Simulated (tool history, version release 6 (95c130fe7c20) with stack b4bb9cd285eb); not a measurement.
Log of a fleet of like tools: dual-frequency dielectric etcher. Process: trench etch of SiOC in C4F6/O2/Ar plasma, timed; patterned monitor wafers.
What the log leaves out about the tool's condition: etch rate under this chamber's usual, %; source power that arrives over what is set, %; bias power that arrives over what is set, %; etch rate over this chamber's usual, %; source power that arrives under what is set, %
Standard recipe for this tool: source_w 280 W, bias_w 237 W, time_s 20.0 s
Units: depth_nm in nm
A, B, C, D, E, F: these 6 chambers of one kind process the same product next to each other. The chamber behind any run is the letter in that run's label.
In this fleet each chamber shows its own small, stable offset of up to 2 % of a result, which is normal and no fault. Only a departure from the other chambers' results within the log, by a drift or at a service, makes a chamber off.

run,hour,source_w,bias_w,time_s,hours since the last wet clean,hours since the last source power generator calibration,hours since the last bias power generator calibration,"read-back reference wafer on the same gauge, depth_nm",depth_nm
1C,8.3,280,237,20.0,293.0,85.8,2459.6,36.299,40.306
2A,20.1,280,237,20.0,67.4,135.1,160.5,36.305,39.658
3B,29.1,280,237,20.0,194.6,235.8,767.5,36.302,39.506
4D,44.1,280,237,20.0,67.3,1854.2,3658.0,36.328,39.507
5F,54.0,280,237,20.0,207.3,585.2,1274.8,36.327,39.187
6E,68.8,280,237,20.0,166.3,807.9,2966.3,36.327,39.968
7F,78.6,280,237,20.0,231.9,609.8,1299.4,36.323,39.166
8E,87.3,280,237,20.0,184.8,826.4,2984.8,36.351,39.976
9D,101.1,280,237,20.0,124.3,1911.2,3715.0,36.351,39.539
10C,111.9,280,237,20.0,396.6,189.4,2563.2,36.335,40.259
11A,120.5,280,237,20.0,167.8,235.5,260.9,36.353,39.727
12B,127.5,280,237,20.0,293.0,334.2,865.9,36.343,39.386
13E,135.6,280,237,20.0,233.1,874.7,3033.1,36.361,40.068
14A,145.4,280,237,20.0,192.7,260.4,285.8,36.355,39.659
15C,155.6,280,237,20.0,440.3,233.1,2606.9,36.376,40.336
16B,169.5,280,237,20.0,335.0,376.2,907.9,36.379,39.509
17F,181.3,280,237,20.0,334.6,712.5,1402.1,36.366,39.246
18D,192.1,280,237,20.0,215.3,2002.2,3806.0,36.375,39.500
19A,204.1,280,237,20.0,251.4,319.1,344.5,36.386,39.693
20D,211.3,280,237,20.0,234.5,2021.4,3825.2,36.400,39.602
21F,220.8,280,237,20.0,374.1,752.0,1441.6,36.384,39.261
22C,229.3,280,237,20.0,514.0,306.8,2680.6,36.405,40.361
23E,244.4,280,237,20.0,341.9,983.5,3141.9,36.406,40.034
# hour 246.8: chamber F: wet clean of the chamber
24B,253.1,280,237,20.0,418.6,459.8,991.5,36.408,39.620
25D,262.8,280,237,20.0,286.0,2072.9,3876.7,36.416,39.623
26B,274.2,280,237,20.0,439.7,480.9,1012.6,36.417,39.582
27A,286.4,280,237,20.0,333.7,401.4,426.8,36.434,39.804
# hour 289.6: chamber E: wet clean of the chamber
28E,298.0,280,237,20.0,8.4,1037.1,3195.5,36.419,40.067
29F,310.3,230,237,24.5,63.5,841.5,1531.1,36.426,44.770
30C,323.3,230,237,24.5,608.0,400.8,2774.6,36.439,45.930
# hour 327.0: chamber D: bias power generator calibrated
# hour 329.5: chamber C: wet clean of the chamber
31D,336.5,230,237,24.5,359.7,2146.6,9.5,36.418,44.989
32E,344.5,230,237,24.5,54.9,1083.6,3242.0,36.434,45.496
# hour 345.4: chamber D: wet clean of the chamber
33B,355.6,230,237,24.5,521.1,562.3,1094.0,36.443,45.037
# hour 364.7: chamber B: wet clean of the chamber
34C,370.5,230,237,24.5,41.1,448.0,2821.8,36.457,45.981
35F,379.5,280,237,20.0,132.7,910.7,1600.3,36.460,39.249
36A,391.1,280,237,20.0,438.4,506.1,531.5,36.457,39.837
37E,398.5,280,237,20.0,108.9,1137.6,3296.0,36.462,40.144
38F,408.0,280,207,16.0,161.2,939.2,1628.8,36.465,30.041
39A,420.7,280,207,16.0,468.0,535.7,561.1,36.461,30.402
40D,431.3,280,207,16.0,86.0,2241.4,104.3,36.475,30.294
41C,438.4,280,207,16.0,109.0,515.9,2889.7,36.481,30.891
42B,446.8,280,207,16.0,82.1,653.5,1185.2,36.477,30.238
43D,456.8,280,207,16.0,111.5,2266.9,129.8,36.488,30.284

Is one chamber off against the others, does the gauge drift, or is nothing wrong? If a chamber is off, say which, and what the likeliest cause is.

It is the gauge, not a chamber: its drift shows up in every chamber's results at once, and no chamber is off.
Most likely cause: gauge reads high (%) = 0.53.
